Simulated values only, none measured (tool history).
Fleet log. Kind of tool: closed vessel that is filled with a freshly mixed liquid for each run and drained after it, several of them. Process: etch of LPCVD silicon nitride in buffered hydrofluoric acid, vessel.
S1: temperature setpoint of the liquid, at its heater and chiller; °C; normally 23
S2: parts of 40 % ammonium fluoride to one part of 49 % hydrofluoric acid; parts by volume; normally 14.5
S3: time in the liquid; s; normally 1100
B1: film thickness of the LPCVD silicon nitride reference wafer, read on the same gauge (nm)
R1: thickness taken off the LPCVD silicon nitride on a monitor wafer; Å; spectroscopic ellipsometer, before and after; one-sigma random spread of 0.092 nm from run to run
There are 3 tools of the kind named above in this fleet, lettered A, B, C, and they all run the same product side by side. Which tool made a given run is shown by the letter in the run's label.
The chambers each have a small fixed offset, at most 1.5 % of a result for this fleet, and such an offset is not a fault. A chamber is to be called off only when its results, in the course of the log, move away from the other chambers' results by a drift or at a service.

run     day  S1    S2    S3      B1       R1
 1B   0.233  23  14.5  1100  59.996   98.735
 2A   0.533  23  14.5  1100  60.019   98.697
 3C   0.912  23  14.5  1100  60.017  101.950
 4A   1.262  23  14.5  1100  59.980  101.350
 5C   1.662  23  14.5  1100  59.987  101.490
 6B   1.954  23  14.5  1100  60.031   99.162
 7B   2.258  23  14.5  1100  59.996   99.655
 8C   2.546  23  14.5  1100  60.011  101.130
 9A   3.050  23  14.5  1100  59.944  100.150
10A   3.546  23  14.5  1100  60.020   99.808
11C   3.908  23  14.5  1485  59.992  141.190
12B   4.183  23  14.5  1485  60.011  135.080
13C   4.458  23  14.5  1485  60.001  140.640
14A   4.733  23  14.5  1100  59.974   99.279
15B   5.112  23  14.5  1100  59.974   98.188
16B   5.558  23  14.5  1100  60.025   99.419
17A   5.904  23  14.5  1100  59.976   99.685
18C   6.362  23  14.5   655  60.028   64.356
19B   6.846  23  14.5   655  60.007   59.435
20C   7.238  23  14.5   655  59.996   63.797
21A   7.729  23  14.5  1100  60.025  100.010
22C   7.979  23  14.5  1100  60.011  108.100
23A   8.250  23  14.5  1100  59.993  100.210
24B   8.758  23  14.5  1100  59.982   98.797
25A   8.988  23  14.5  1100  59.985  101.670
26C   9.238  23  14.5  1100  59.985  108.990
      9.242  -- chamber B: hydrofluoric acid flow meter replaced
27B   9.488  23  14.5  1100  59.985  101.070
28B  10.000  23  14.5  1100  60.005  100.940
29A  10.292  23  14.5  1100  59.986  101.020
30C  10.804  23  14.5  1100  59.995  111.650
31C  11.221  23  14.5  1100  59.981  112.470
32B  11.679  23  14.5  1100  60.009  100.100
33A  11.921  23  14.5   600  59.984   54.608
34A  12.275  23  14.5   600  60.009   54.576
35C  12.650  23  14.5   600  59.986   62.027
     12.792  -- chamber A: thermometer replaced
36B  12.975  23  14.5  1100  59.964  100.930
37C  13.421  23  14.5  1100  59.992  115.350
38A  13.829  23  14.5  1100  60.035   99.568
39B  14.312  23  14.5  1100  60.004   98.997

The same settings go to every chamber for the next run, one line per chamber below. Forecast the results for each:
40A  14.688  23  17.5  1100       ?
40B  14.688  23  17.5  1100       ?
40C  14.688  23  17.5  1100       ?

run      R1
40A  83.511
40B  82.536
40C  96.220
